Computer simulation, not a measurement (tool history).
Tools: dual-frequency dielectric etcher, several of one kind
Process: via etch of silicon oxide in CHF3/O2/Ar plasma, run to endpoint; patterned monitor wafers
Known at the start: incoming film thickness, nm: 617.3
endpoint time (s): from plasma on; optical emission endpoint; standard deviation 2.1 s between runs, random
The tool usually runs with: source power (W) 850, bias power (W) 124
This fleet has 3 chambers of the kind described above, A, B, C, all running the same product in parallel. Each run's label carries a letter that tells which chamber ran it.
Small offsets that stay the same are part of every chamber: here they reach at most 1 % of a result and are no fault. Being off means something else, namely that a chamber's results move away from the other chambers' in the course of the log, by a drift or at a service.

run,hour,source power (W),bias power (W),hours since the last wet clean,hours since the last source power generator calibration,hours since the last bias power generator calibration,endpoint time (s)
1A,9.4,850,124,230.6,1401.2,3534.4,311.07
2C,18.7,850,124,230.5,2413.3,771.6,308.78
3B,27,850,124,293.8,1405.2,1426.7,308.31
4A,38.1,850,124,259.3,1429.9,3563.1,309.5
5B,44.1,850,124,310.9,1422.3,1443.8,309.52
6C,49.9,850,124,261.7,2444.5,802.8,308.91
7A,55.9,850,124,277.1,1447.7,3580.9,308.67
8B,66.4,850,124,333.2,1444.6,1466.1,309.07
9C,76.1,850,124,287.9,2470.7,829,312.06
10B,81.2,850,124,348,1459.4,1480.9,310.14
11A,91,850,124,312.2,1482.8,3616,311.34
12C,100.9,850,124,312.7,2495.5,853.8,311.73
13C,106.1,970,154,317.9,2500.7,859,278.52
14A,115.6,970,154,336.8,1507.4,3640.6,276.74
15B,124.9,970,154,391.7,1503.1,1524.6,276.48
16C,134.8,850,124,346.6,2529.4,887.7,315.05
17A,145.4,850,124,366.6,1537.2,3670.4,310.31
18B,157,850,124,423.8,1535.2,1556.7,311.24
19B,163.3,850,124,430.1,1541.5,1563,310.97
20C,171,850,124,382.8,2565.6,923.9,322.53
21A,180.4,1020,124,401.6,1572.2,3705.4,289
22B,187.3,1020,124,454.1,1565.5,1587,287.2

Decide between three cases: one chamber stands off from its peers, the gauge reading all wafers drifts, or nothing is wrong past each chamber's small offset. Where a chamber is off, say which and what most likely put it there.

One chamber, C, drifts off from the rest bit by bit.
Likeliest cause: etch rate under this chamber's usual, % = 4.02.

Here are 4 candidates for chamber C's next run, each the usual settings with a change, their results left as question marks. Which one brings its results back in line with what the others give on the usual settings?
A result is in line if it is within this distance of the other chambers' mean on the usual settings: endpoint time (s) 7.4
23C-1,195.6,850,141,,,,?
23C-2,195.6,850,90,,,,?
23C-3,195.6,800,118,,,,?
23C-4,195.6,1030,124,,,,?

The other chambers' mean on the usual settings: endpoint time (s) 309.16
run,endpoint time (s)
23C-1,307.91
23C-2,350.97
23C-3,332.93
23C-4,296.47
23C-1 is the one that brings the chamber's results back in line with the other chambers.

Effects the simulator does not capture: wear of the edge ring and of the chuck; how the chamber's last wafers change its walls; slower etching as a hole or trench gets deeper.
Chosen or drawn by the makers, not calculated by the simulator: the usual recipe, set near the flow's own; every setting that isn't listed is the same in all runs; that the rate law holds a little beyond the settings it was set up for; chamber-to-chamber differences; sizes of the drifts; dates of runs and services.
